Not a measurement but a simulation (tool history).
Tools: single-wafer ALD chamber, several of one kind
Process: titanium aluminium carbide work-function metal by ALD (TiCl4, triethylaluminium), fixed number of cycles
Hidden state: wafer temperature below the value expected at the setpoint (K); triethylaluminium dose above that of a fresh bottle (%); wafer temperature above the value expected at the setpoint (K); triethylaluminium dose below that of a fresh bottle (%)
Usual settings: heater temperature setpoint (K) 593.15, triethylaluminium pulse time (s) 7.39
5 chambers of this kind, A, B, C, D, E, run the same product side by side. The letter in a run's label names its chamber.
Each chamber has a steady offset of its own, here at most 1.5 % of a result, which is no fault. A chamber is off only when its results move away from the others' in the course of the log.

run  hour  heater temperature setpoint (K)  triethylaluminium pulse time (s)  hours since the last thermocouple change  hours since the last triethylaluminium bottle change  read-back reference wafer on the same gauge, thickness_nm  mean film thickness on the monitor wafer (angstrom)
 1C   3.6                           593.15                              7.39                                       583                                                 504.9                                                     1.7199                                               20.796
 2A   5.7                           593.15                              7.39                                     187.9                                                  62.3                                                      1.719                                               20.461
 3D   9.7                           593.15                              7.39                                    1406.3                                                 360.3                                                     1.7192                                               20.589
 4E  13.3                           593.15                              7.39                                    2013.4                                                 638.8                                                     1.7186                                               20.619
 5B  16.8                           606.15                               5.7                                     945.4                                                 660.5                                                     1.7185                                               20.044
 6D  18.8                           606.15                               5.7                                    1415.4                                                 369.4                                                     1.7184                                               20.215
 7C  22.5                           606.15                               5.7                                     601.9                                                 523.8                                                     1.7174                                               20.313
 8A  26.6                           606.15                               5.7                                     208.8                                                  83.2                                                     1.7173                                               20.065
 9B  29.5                           606.15                               5.7                                     958.1                                                 673.2                                                     1.7166                                               20.007
10E  32.8                           593.15                              7.39                                    2032.9                                                 658.3                                                     1.7163                                                 20.6
11C    37                           593.15                              7.39                                     616.4                                                 538.3                                                      1.716                                               20.707
12B  40.2                           593.15                              5.67                                     968.8                                                 683.9                                                      1.715                                                19.01
13E  43.4                           593.15                              5.67                                    2043.5                                                 668.9                                                     1.7152                                               19.318
14D  47.8                           593.15                              5.67                                    1444.4                                                 398.4                                                     1.7152                                               19.206
15A  51.5                           593.15                              5.67                                     233.7                                                 108.1                                                     1.7144                                               19.027
16A  53.7                           593.15                              5.67                                     235.9                                                 110.3                                                     1.7145                                               18.953
17D  56.6                           593.15                              7.39                                    1453.2                                                 407.2                                                     1.7137                                               20.575
18C  60.2                           601.15                              8.47                                     639.6                                                 561.5                                                     1.7128                                               21.937
19E    64                           601.15                              8.47                                    2064.1                                                 689.5                                                      1.713                                               21.784
20B  66.3                           601.15                              8.47                                     994.9                                                   710                                                     1.7121                                               21.561
21A  68.7                           601.15                              8.47                                     250.9                                                 125.3                                                     1.7123                                               21.534
22C  72.4                           601.15                              8.47                                     651.8                                                 573.7                                                     1.7124                                               21.929
23E    75                           584.15                              7.39                                    2075.1                                                 700.5                                                     1.7123                                               19.746
24B  79.5                           584.15                              7.39                                    1008.1                                                 723.2                                                     1.7112                                               19.604
25D  83.1                           584.15                              7.39                                    1479.7                                                 433.7                                                     1.7112                                                19.77
26B  87.3                           584.15                              7.39                                    1015.9                                                   731                                                     1.7109                                                19.53
27D  89.7                           584.15                              7.39                                    1486.3                                                 440.3                                                       1.71                                               19.778
28E  93.8                           593.15                              7.39                                    2093.9                                                 719.3                                                     1.7097                                               20.476
29A    96                           593.15                              7.39                                     278.2                                                 152.6                                                     1.7099                                               20.369
30C    99                           593.15                              7.39                                     678.4                                                 600.3                                                     1.7093                                               20.582

Next, every chamber runs the same settings. What will each give?
31A  102.3                           602.15                              7.39                                                                                                                                                                                                               ?
31B  102.3                           602.15                              7.39                                                                                                                                                                                                               ?
31C  102.3                           602.15                              7.39                                                                                                                                                                                                               ?
31D  102.3                           602.15                              7.39                                                                                                                                                                                                               ?
31E  102.3                           602.15                              7.39                                                                                                                                                                                                               ?

run  mean film thickness on the monitor wafer (angstrom)
31A                                               21.096
31B                                               20.976
31C                                                21.34
31D                                               21.274
31E                                               21.319
